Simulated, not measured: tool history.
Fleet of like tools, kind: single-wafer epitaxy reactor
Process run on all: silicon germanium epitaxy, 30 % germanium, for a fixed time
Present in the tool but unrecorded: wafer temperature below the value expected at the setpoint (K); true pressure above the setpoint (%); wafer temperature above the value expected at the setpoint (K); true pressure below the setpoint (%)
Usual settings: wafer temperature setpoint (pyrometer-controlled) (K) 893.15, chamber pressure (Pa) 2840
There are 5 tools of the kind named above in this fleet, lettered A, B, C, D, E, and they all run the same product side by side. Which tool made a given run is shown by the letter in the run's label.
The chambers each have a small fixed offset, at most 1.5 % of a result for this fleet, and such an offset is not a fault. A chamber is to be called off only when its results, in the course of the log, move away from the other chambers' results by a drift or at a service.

run,hour,wafer temperature setpoint (pyrometer-controlled) (K),chamber pressure (Pa),hours since the last pyrometer calibration,hours since the last manometer calibration,"read-back reference wafer on the same gauge, thickness_nm",mean film thickness on the monitor wafer (Å)
1B,5.9,893.15,2840,305.9,1745.2,75.848,875.77
2C,11.4,893.15,2840,371.9,162.4,75.884,861.27
3E,16.3,893.15,2840,1335.1,851.8,75.915,872.05
4D,23,893.15,2840,1684.2,2026.7,75.971,861.31
5A,28.4,893.15,2840,1794.2,795.8,75.856,862.65
6C,32,893.15,2840,392.5,183,75.821,866.09
7A,40,881.15,2333,1805.8,807.4,75.914,644.15
8D,45,881.15,2333,1706.2,2048.7,75.838,642.15
9E,52.1,881.15,2333,1370.9,887.6,75.867,652.55
10B,56.1,881.15,2333,356.1,1795.4,76.003,656.21
11B,63.6,881.15,2333,363.6,1802.9,75.909,647.8
12A,71.1,901.15,3453,1836.9,838.5,75.893,1065.8
13C,77.1,901.15,3453,437.6,228.1,75.949,1069.6
14D,81,901.15,3453,1742.2,2084.7,75.892,1080
# hour 85.4: chamber A: capacitance manometer re-zeroed and calibrated
15E,85.7,901.15,3453,1404.5,921.2,75.891,1091.2
16E,90.2,901.15,3453,1409,925.7,75.876,1084.4
17B,95.5,893.15,3066,395.5,1834.8,75.922,894.2
18D,99.9,893.15,3066,1761.1,2103.6,75.896,887.84
19C,106.9,893.15,3066,467.4,257.9,75.89,897.63
20A,114.4,893.15,3066,1880.2,29,75.935,889.05
21A,119.5,893.15,3066,1885.3,34.1,75.87,884.43
22C,126.9,893.15,2840,487.4,277.9,75.945,862.1
23B,131.5,905.15,2546,431.5,1870.8,75.842,1006.6
24E,135.8,905.15,2546,1454.6,971.3,75.868,1023.9
# hour 138.7: chamber D: pyrometer calibrated
25D,139.6,905.15,2546,0.9,2143.3,75.962,1016.4
26B,146.7,905.15,2546,446.7,1886,75.883,1004.8
27C,154,905.15,2546,514.5,305,75.841,1010.1
28A,158.2,893.15,2840,1924,72.8,75.902,863.64
29D,163.8,893.15,2840,25.1,2167.5,75.867,862.95
30E,171,893.15,2840,1489.8,1006.5,75.884,875.36
31B,175.1,900.15,3506,475.1,1914.4,75.932,1043.1
32E,182.6,900.15,3506,1501.4,1018.1,75.909,1073.4
33D,188.5,900.15,3506,49.8,2192.2,75.885,1063.6
34A,192,900.15,3506,1957.8,106.6,75.879,1058.6
35C,197.9,900.15,3506,558.4,348.9,75.859,1068.6
36C,204.6,893.15,2840,565.1,355.6,75.907,863.1
37A,208.8,893.15,2840,1974.6,123.4,75.912,859.48

For the next run the whole fleet of 5 chambers uses the same settings. Give each chamber's results:
38A,214.5,893.15,2840,,,,?
38B,214.5,893.15,2840,,,,?
38C,214.5,893.15,2840,,,,?
38D,214.5,893.15,2840,,,,?
38E,214.5,893.15,2840,,,,?

run,mean film thickness on the monitor wafer (Å)
38A,861.52
38B,841.81
38C,859.91
38D,863.36
38E,876.97
